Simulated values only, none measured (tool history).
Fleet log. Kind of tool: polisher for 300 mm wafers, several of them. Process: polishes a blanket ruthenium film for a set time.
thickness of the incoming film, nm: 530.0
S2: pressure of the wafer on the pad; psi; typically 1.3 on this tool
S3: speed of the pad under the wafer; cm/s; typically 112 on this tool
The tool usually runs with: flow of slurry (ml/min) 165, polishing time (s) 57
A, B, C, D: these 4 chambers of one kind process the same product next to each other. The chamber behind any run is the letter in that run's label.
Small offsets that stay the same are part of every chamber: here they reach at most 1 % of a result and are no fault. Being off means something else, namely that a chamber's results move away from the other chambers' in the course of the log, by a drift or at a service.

At day 0.250: chamber D: worn pad replaced by a new one.
Run 1A, day 0.342: usual settings. Result: film removed (Å) 386.94.
At day 0.408: chamber A: slurry nozzle cleaned.
At day 0.733: chamber B: worn pad replaced by a new one.
Run 2D, day 0.808: usual settings. Result: film removed (Å) 386.36.
Run 3B, day 1.283: usual settings. Result: film removed (Å) 391.14.
Run 4C, day 1.671: usual settings. Result: film removed (Å) 395.56.
At day 1.862: chamber D: slurry nozzle cleaned.
Run 5A, day 2.088: usual settings but S3 94 cm/s, polishing time (s) 51. Result: film removed (Å) 289.66.
Run 6C, day 2.471: usual settings but S3 94 cm/s, polishing time (s) 51. Result: film removed (Å) 293.71.
Run 7B, day 2.871: usual settings but S3 94 cm/s, polishing time (s) 51. Result: film removed (Å) 287.75.
At day 3.000: chamber C: slurry nozzle cleaned.
At day 3.117: chamber D: worn pad replaced by a new one.
Run 8D, day 3.171: usual settings but S3 94 cm/s, polishing time (s) 51. Result: film removed (Å) 289.33.
At day 3.254: chamber A: worn pad replaced by a new one.
At day 3.300: chamber C: worn pad replaced by a new one.
At day 3.588: chamber B: worn pad replaced by a new one.
Run 9B, day 3.592: usual settings. Result: film removed (Å) 391.39.
Run 10C, day 3.917: usual settings. Result: film removed (Å) 390.21.
Run 11D, day 4.179: usual settings. Result: film removed (Å) 383.41.
Run 12A, day 4.471: usual settings. Result: film removed (Å) 386.76.
Run 13D, day 5.004: usual settings. Result: film removed (Å) 381.18.
Run 14B, day 5.533: usual settings. Result: film removed (Å) 386.25.
Run 15A, day 5.921: usual settings. Result: film removed (Å) 384.60.
At day 5.971: chamber D: worn pad replaced by a new one.
Run 16C, day 6.288: usual settings. Result: film removed (Å) 390.29.
At day 6.412: chamber B: worn pad replaced by a new one.
Run 17D, day 6.571: usual settings but S3 132 cm/s. Result: film removed (Å) 439.73.
At day 6.721: chamber B: head pressure recalibrated.
Run 18C, day 6.900: usual settings but S3 132 cm/s. Result: film removed (Å) 458.82.
At day 6.992: chamber C: worn pad replaced by a new one.
At day 7.262: chamber A: worn pad replaced by a new one.
Run 19A, day 7.396: usual settings but S3 132 cm/s. Result: film removed (Å) 456.38.
Run 20B, day 7.712: usual settings but S3 132 cm/s. Result: film removed (Å) 462.30.
At day 7.771: chamber A: head pressure recalibrated.
Run 21B, day 8.050: usual settings. Result: film removed (Å) 387.72.
Run 22C, day 8.383: usual settings. Result: film removed (Å) 385.03.
Run 23A, day 8.696: usual settings. Result: film removed (Å) 391.16.
At day 8.850: chamber D: worn pad replaced by a new one.
Run 24D, day 9.021: usual settings. Result: film removed (Å) 367.70.
Run 25B, day 9.362: usual settings. Result: film removed (Å) 388.57.
At day 9.675: chamber B: worn pad replaced by a new one.
Run 26A, day 9.754: usual settings but polishing time (s) 39. Result: film removed (Å) 268.24.
At day 10.025: chamber B: slurry nozzle cleaned.
Run 27D, day 10.142: usual settings but polishing time (s) 39. Result: film removed (Å) 241.60.
Run 28C, day 10.558: usual settings but polishing time (s) 39. Result: film removed (Å) 273.84.
Run 29C, day 10.946: usual settings but polishing time (s) 39. Result: film removed (Å) 269.01.
At day 11.092: chamber A: slurry nozzle cleaned.
At day 11.342: chamber A: worn pad replaced by a new one.
Run 30D, day 11.367: usual settings. Result: film removed (Å) 360.98.
Run 31A, day 11.683: usual settings. Result: film removed (Å) 381.19.
At day 11.754: chamber D: worn pad replaced by a new one.
Run 32B, day 12.000: usual settings. Result: film removed (Å) 392.86.
Run 33D, day 12.367: usual settings. Result: film removed (Å) 353.89.
Run 34B, day 12.692: usual settings. Result: film removed (Å) 378.00.

Does one chamber stand apart from the rest, does the shared gauge drift, or is all well apart from small per-chamber offsets? Give the chamber and the most likely cause, where there is one.

It is chamber D that slowly wanders off from its peers.
Likeliest cause: head's pressure below its setpoint, % = 10.5.

Here are 4 candidates for chamber D's next run, each the usual settings with a change, their results left as question marks. Which one brings its results back in line with what the others give on the usual settings?
In line here means within this much of the mean the other chambers give on the usual settings: film removed (Å) 16.00
Run 35D-1, day 13.083: usual settings but flow of slurry (ml/min) 160, S3 90 cm/s. Result: film removed (Å) ?.
Run 35D-2, day 13.083: usual settings but polishing time (s) 51. Result: film removed (Å) ?.
Run 35D-3, day 13.083: usual settings but flow of slurry (ml/min) 170, S3 126 cm/s, polishing time (s) 64. Result: film removed (Å) ?.
Run 35D-4, day 13.083: usual settings but S3 118 cm/s, polishing time (s) 60. Result: film removed (Å) ?.

The mean the other chambers reach with the usual settings: film removed (Å) 388.70
  run  film removed (Å)
35D-1            278.80
35D-2            312.35
35D-3            443.31
35D-4            387.25
The right change is 35D-4: it brings the chamber back within the allowed miss of the others.

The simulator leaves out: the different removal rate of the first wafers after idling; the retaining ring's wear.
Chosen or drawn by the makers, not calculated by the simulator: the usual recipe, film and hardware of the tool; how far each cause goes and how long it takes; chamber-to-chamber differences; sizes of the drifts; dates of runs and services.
